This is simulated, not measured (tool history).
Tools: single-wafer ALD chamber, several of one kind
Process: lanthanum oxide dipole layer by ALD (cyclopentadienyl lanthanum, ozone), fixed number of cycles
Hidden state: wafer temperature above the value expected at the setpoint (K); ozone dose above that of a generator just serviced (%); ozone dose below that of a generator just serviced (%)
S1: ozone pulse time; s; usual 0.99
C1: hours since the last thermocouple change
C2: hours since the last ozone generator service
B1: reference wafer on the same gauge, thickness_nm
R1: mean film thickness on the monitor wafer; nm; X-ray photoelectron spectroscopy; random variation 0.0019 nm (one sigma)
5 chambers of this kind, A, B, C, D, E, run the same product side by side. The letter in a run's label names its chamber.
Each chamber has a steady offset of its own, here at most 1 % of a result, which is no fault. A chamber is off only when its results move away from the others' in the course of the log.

{"run": "1C", "hour": 7.1, "S1": 0.99, "C1": 1206.8, "C2": 592.0, "B1": 0.47259, "R1": 0.49711}
{"run": "2B", "hour": 12.7, "S1": 0.99, "C1": 620.7, "C2": 398.4, "B1": 0.47286, "R1": 0.49846}
{"run": "3E", "hour": 19.4, "S1": 0.99, "C1": 1516.6, "C2": 679.1, "B1": 0.4731, "R1": 0.49797}
{"run": "4A", "hour": 25.6, "S1": 0.99, "C1": 1700.8, "C2": 549.4, "B1": 0.47304, "R1": 0.50067}
{"run": "5D", "hour": 32.1, "S1": 0.99, "C1": 266.0, "C2": 241.7, "B1": 0.47294, "R1": 0.49725}
{"run": "6D", "hour": 39.4, "S1": 0.99, "C1": 273.3, "C2": 249.0, "B1": 0.47242, "R1": 0.49728}
{"run": "7E", "hour": 47.2, "S1": 0.62, "C1": 1544.4, "C2": 706.9, "B1": 0.47304, "R1": 0.41333}
{"run": "8B", "hour": 52.5, "S1": 0.62, "C1": 660.5, "C2": 438.2, "B1": 0.47312, "R1": 0.4102}
{"run": "9A", "hour": 62.4, "S1": 0.62, "C1": 1737.6, "C2": 586.2, "B1": 0.47288, "R1": 0.41092}
{"run": "10C", "hour": 69.7, "S1": 0.62, "C1": 1269.4, "C2": 654.6, "B1": 0.47311, "R1": 0.40491}
{"run": "11B", "hour": 79.7, "S1": 0.62, "C1": 687.7, "C2": 465.4, "B1": 0.47289, "R1": 0.40958}
{"run": "12E", "hour": 86.8, "S1": 0.99, "C1": 1584.0, "C2": 746.5, "B1": 0.47318, "R1": 0.50211}
{"run": "13A", "hour": 98.5, "S1": 0.99, "C1": 1773.7, "C2": 622.3, "B1": 0.47337, "R1": 0.49933}
{"run": "14C", "hour": 110.1, "S1": 0.99, "C1": 1309.8, "C2": 695.0, "B1": 0.47366, "R1": 0.49413}
{"run": "15D", "hour": 116.8, "S1": 0.99, "C1": 350.7, "C2": 326.4, "B1": 0.47273, "R1": 0.4927}
{"run": "16D", "hour": 128.5, "S1": 1.17, "C1": 362.4, "C2": 338.1, "B1": 0.47249, "R1": 0.5207}
{"run": "17B", "hour": 134.9, "S1": 1.17, "C1": 742.9, "C2": 520.6, "B1": 0.47307, "R1": 0.52018}
{"run": "18E", "hour": 143.3, "S1": 1.17, "C1": 1640.5, "C2": 803.0, "B1": 0.47296, "R1": 0.52049}
{"run": "19A", "hour": 149.3, "S1": 1.17, "C1": 1824.5, "C2": 673.1, "B1": 0.47323, "R1": 0.52224}
{"run": "20C", "hour": 155.4, "S1": 1.17, "C1": 1355.1, "C2": 740.3, "B1": 0.47277, "R1": 0.51798}
{"run": "21B", "hour": 162.3, "S1": 0.99, "C1": 770.3, "C2": 548.0, "B1": 0.47272, "R1": 0.50107}
{"run": "22D", "hour": 168.0, "S1": 0.68, "C1": 401.9, "C2": 377.6, "B1": 0.47265, "R1": 0.42739}
{"hour": 173.0, "done": "chamber E: thermocouple changed; heater temperature recalibrated"}
{"run": "23E", "hour": 179.7, "S1": 0.68, "C1": 6.7, "C2": 839.4, "B1": 0.47265, "R1": 0.42506}
{"run": "24A", "hour": 189.6, "S1": 0.68, "C1": 1864.8, "C2": 713.4, "B1": 0.47325, "R1": 0.4348}
{"run": "25C", "hour": 200.1, "S1": 0.68, "C1": 1399.8, "C2": 785.0, "B1": 0.4725, "R1": 0.42465}
{"run": "26C", "hour": 206.8, "S1": 0.68, "C1": 1406.5, "C2": 791.7, "B1": 0.47315, "R1": 0.42599}
{"run": "27E", "hour": 213.7, "S1": 0.99, "C1": 40.7, "C2": 873.4, "B1": 0.47283, "R1": 0.49089}
{"run": "28A", "hour": 224.6, "S1": 0.99, "C1": 1899.8, "C2": 748.4, "B1": 0.47293, "R1": 0.49731}
{"run": "29D", "hour": 233.0, "S1": 0.99, "C1": 466.9, "C2": 442.6, "B1": 0.47284, "R1": 0.49696}
{"run": "30B", "hour": 240.6, "S1": 0.82, "C1": 848.6, "C2": 626.3, "B1": 0.47271, "R1": 0.46624}
{"run": "31D", "hour": 252.0, "S1": 0.82, "C1": 485.9, "C2": 461.6, "B1": 0.47331, "R1": 0.46857}
{"run": "32E", "hour": 258.9, "S1": 0.82, "C1": 85.9, "C2": 918.6, "B1": 0.47357, "R1": 0.44845}
{"run": "33C", "hour": 269.2, "S1": 0.82, "C1": 1468.9, "C2": 854.1, "B1": 0.47283, "R1": 0.46473}
{"run": "34B", "hour": 275.0, "S1": 0.82, "C1": 883.0, "C2": 660.7, "B1": 0.473, "R1": 0.46383}
{"run": "35A", "hour": 286.9, "S1": 0.99, "C1": 1962.1, "C2": 810.7, "B1": 0.47305, "R1": 0.49912}
{"run": "36A", "hour": 295.1, "S1": 0.99, "C1": 1970.3, "C2": 818.9, "B1": 0.47324, "R1": 0.49998}
{"run": "37B", "hour": 300.9, "S1": 0.99, "C1": 908.9, "C2": 686.6, "B1": 0.47268, "R1": 0.49952}

What goes on in this fleet: one chamber off, a drifting gauge, or nothing beyond the chambers' own small offsets? Name the chamber and the cause, if any.

Chamber E drifts away from the others.
Cause: ozone dose below that of a generator just serviced (%) = 12.5.

Here are 4 candidates for chamber E's next run, each the usual settings with a change, their results left as question marks. Which one brings its results back in line with what the others give on the usual settings?
In line means no further than this from the other chambers' mean on the usual settings: R1 0.00650 nm
{"run": "38E-1", "hour": 309.4, "S1": 1.09, "R1": "?"}
{"run": "38E-2", "hour": 309.4, "S1": 0.95, "R1": "?"}
{"run": "38E-3", "hour": 309.4, "S1": 1.03, "R1": "?"}
{"run": "38E-4", "hour": 309.4, "S1": 0.89, "R1": "?"}

The other chambers' mean on the usual settings: R1 0.49734 nm
run=38E-1 R1=0.49584
run=38E-2 R1=0.47205
run=38E-3 R1=0.48635
run=38E-4 R1=0.45995
38E-1 brings the chamber back in line.

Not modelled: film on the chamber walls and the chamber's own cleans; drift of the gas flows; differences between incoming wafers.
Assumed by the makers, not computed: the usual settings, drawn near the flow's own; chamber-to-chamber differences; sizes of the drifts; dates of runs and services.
